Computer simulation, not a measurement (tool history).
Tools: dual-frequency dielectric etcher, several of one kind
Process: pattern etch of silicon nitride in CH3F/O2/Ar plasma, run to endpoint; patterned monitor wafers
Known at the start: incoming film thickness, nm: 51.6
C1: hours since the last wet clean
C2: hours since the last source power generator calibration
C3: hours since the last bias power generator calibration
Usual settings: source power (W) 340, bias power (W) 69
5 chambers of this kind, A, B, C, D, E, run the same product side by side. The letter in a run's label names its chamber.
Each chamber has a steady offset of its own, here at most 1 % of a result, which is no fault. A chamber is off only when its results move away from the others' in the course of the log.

-- hour=1 chamber E: wet clean of the chamber
run 1E hour=5.9 | source_power_(W)=340 bias_power_(W)=69 | C1=4.9 C2=654.6 C3=2014.6 | endpoint_time_(s)=79.776
run 2D hour=11 | source_power_(W)=340 bias_power_(W)=69 | C1=42.8 C2=738.8 C3=1683.7 | endpoint_time_(s)=81.703
run 3B hour=15.4 | source_power_(W)=340 bias_power_(W)=69 | C1=210 C2=542.6 C3=4757.7 | endpoint_time_(s)=80.153
run 4A hour=18.9 | source_power_(W)=340 bias_power_(W)=69 | C1=435.1 C2=2127.4 C3=995 | endpoint_time_(s)=79.746
run 5C hour=24.7 | source_power_(W)=340 bias_power_(W)=69 | C1=281 C2=1769.4 C3=104.5 | endpoint_time_(s)=80.233
run 6E hour=27.5 | source_power_(W)=340 bias_power_(W)=69 | C1=26.5 C2=676.2 C3=2036.2 | endpoint_time_(s)=81.208
run 7C hour=33.1 | source_power_(W)=340 bias_power_(W)=69 | C1=289.4 C2=1777.8 C3=112.9 | endpoint_time_(s)=80.474
run 8A hour=37.2 | source_power_(W)=340 bias_power_(W)=69 | C1=453.4 C2=2145.7 C3=1013.3 | endpoint_time_(s)=80.471
run 9D hour=39.9 | source_power_(W)=340 bias_power_(W)=69 | C1=71.7 C2=767.7 C3=1712.6 | endpoint_time_(s)=80.051
run 10B hour=44 | source_power_(W)=340 bias_power_(W)=69 | C1=238.6 C2=571.2 C3=4786.3 | endpoint_time_(s)=79.948
run 11E hour=47.3 | source_power_(W)=340 bias_power_(W)=69 | C1=46.3 C2=696 C3=2056 | endpoint_time_(s)=79.573
run 12D hour=52.1 | source_power_(W)=340 bias_power_(W)=69 | C1=83.9 C2=779.9 C3=1724.8 | endpoint_time_(s)=81.157
run 13A hour=57 | source_power_(W)=340 bias_power_(W)=69 | C1=473.2 C2=2165.5 C3=1033.1 | endpoint_time_(s)=80.301
run 14C hour=61.7 | source_power_(W)=340 bias_power_(W)=69 | C1=318 C2=1806.4 C3=141.5 | endpoint_time_(s)=81.604
run 15B hour=66 | source_power_(W)=340 bias_power_(W)=69 | C1=260.6 C2=593.2 C3=4808.3 | endpoint_time_(s)=80.703
run 16D hour=69.5 | source_power_(W)=340 bias_power_(W)=69 | C1=101.3 C2=797.3 C3=1742.2 | endpoint_time_(s)=81.853
run 17C hour=73.5 | source_power_(W)=340 bias_power_(W)=69 | C1=329.8 C2=1818.2 C3=153.3 | endpoint_time_(s)=80.335
run 18B hour=77.8 | source_power_(W)=340 bias_power_(W)=69 | C1=272.4 C2=605 C3=4820.1 | endpoint_time_(s)=80.109
run 19A hour=82.9 | source_power_(W)=340 bias_power_(W)=69 | C1=499.1 C2=2191.4 C3=1059 | endpoint_time_(s)=79.153
run 20E hour=85.8 | source_power_(W)=340 bias_power_(W)=69 | C1=84.8 C2=734.5 C3=2094.5 | endpoint_time_(s)=80.298
run 21A hour=91.2 | source_power_(W)=340 bias_power_(W)=69 | C1=507.4 C2=2199.7 C3=1067.3 | endpoint_time_(s)=79.66
run 22C hour=96.1 | source_power_(W)=340 bias_power_(W)=69 | C1=352.4 C2=1840.8 C3=175.9 | endpoint_time_(s)=80.068
run 23B hour=99.9 | source_power_(W)=340 bias_power_(W)=69 | C1=294.5 C2=627.1 C3=4842.2 | endpoint_time_(s)=80.397
run 24E hour=103.5 | source_power_(W)=340 bias_power_(W)=69 | C1=102.5 C2=752.2 C3=2112.2 | endpoint_time_(s)=80.086
run 25D hour=108.3 | source_power_(W)=340 bias_power_(W)=62 | C1=140.1 C2=836.1 C3=1781 | endpoint_time_(s)=83.665
run 26A hour=111.4 | source_power_(W)=340 bias_power_(W)=62 | C1=527.6 C2=2219.9 C3=1087.5 | endpoint_time_(s)=82.762
run 27C hour=114.7 | source_power_(W)=340 bias_power_(W)=62 | C1=371 C2=1859.4 C3=194.5 | endpoint_time_(s)=84.359
run 28E hour=117.4 | source_power_(W)=340 bias_power_(W)=62 | C1=116.4 C2=766.1 C3=2126.1 | endpoint_time_(s)=83.392
run 29D hour=121.1 | source_power_(W)=340 bias_power_(W)=62 | C1=152.9 C2=848.9 C3=1793.8 | endpoint_time_(s)=83.951
run 30B hour=126.4 | source_power_(W)=370 bias_power_(W)=69 | C1=321 C2=653.6 C3=4868.7 | endpoint_time_(s)=78.604
run 31D hour=131.8 | source_power_(W)=370 bias_power_(W)=69 | C1=163.6 C2=859.6 C3=1804.5 | endpoint_time_(s)=78.266
run 32C hour=135.7 | source_power_(W)=370 bias_power_(W)=69 | C1=392 C2=1880.4 C3=215.5 | endpoint_time_(s)=78.282

Next, every chamber runs the same settings. What will each give?
run 33A hour=139.9 | source_power_(W)=340 bias_power_(W)=80 | endpoint_time_(s)=?
run 33B hour=139.9 | source_power_(W)=340 bias_power_(W)=80 | endpoint_time_(s)=?
run 33C hour=139.9 | source_power_(W)=340 bias_power_(W)=80 | endpoint_time_(s)=?
run 33D hour=139.9 | source_power_(W)=340 bias_power_(W)=80 | endpoint_time_(s)=?
run 33E hour=139.9 | source_power_(W)=340 bias_power_(W)=80 | endpoint_time_(s)=?

run=33A endpoint_time_(s)=76.175
run=33B endpoint_time_(s)=77.126
run=33C endpoint_time_(s)=76.783
run=33D endpoint_time_(s)=77.196
run=33E endpoint_time_(s)=76.867
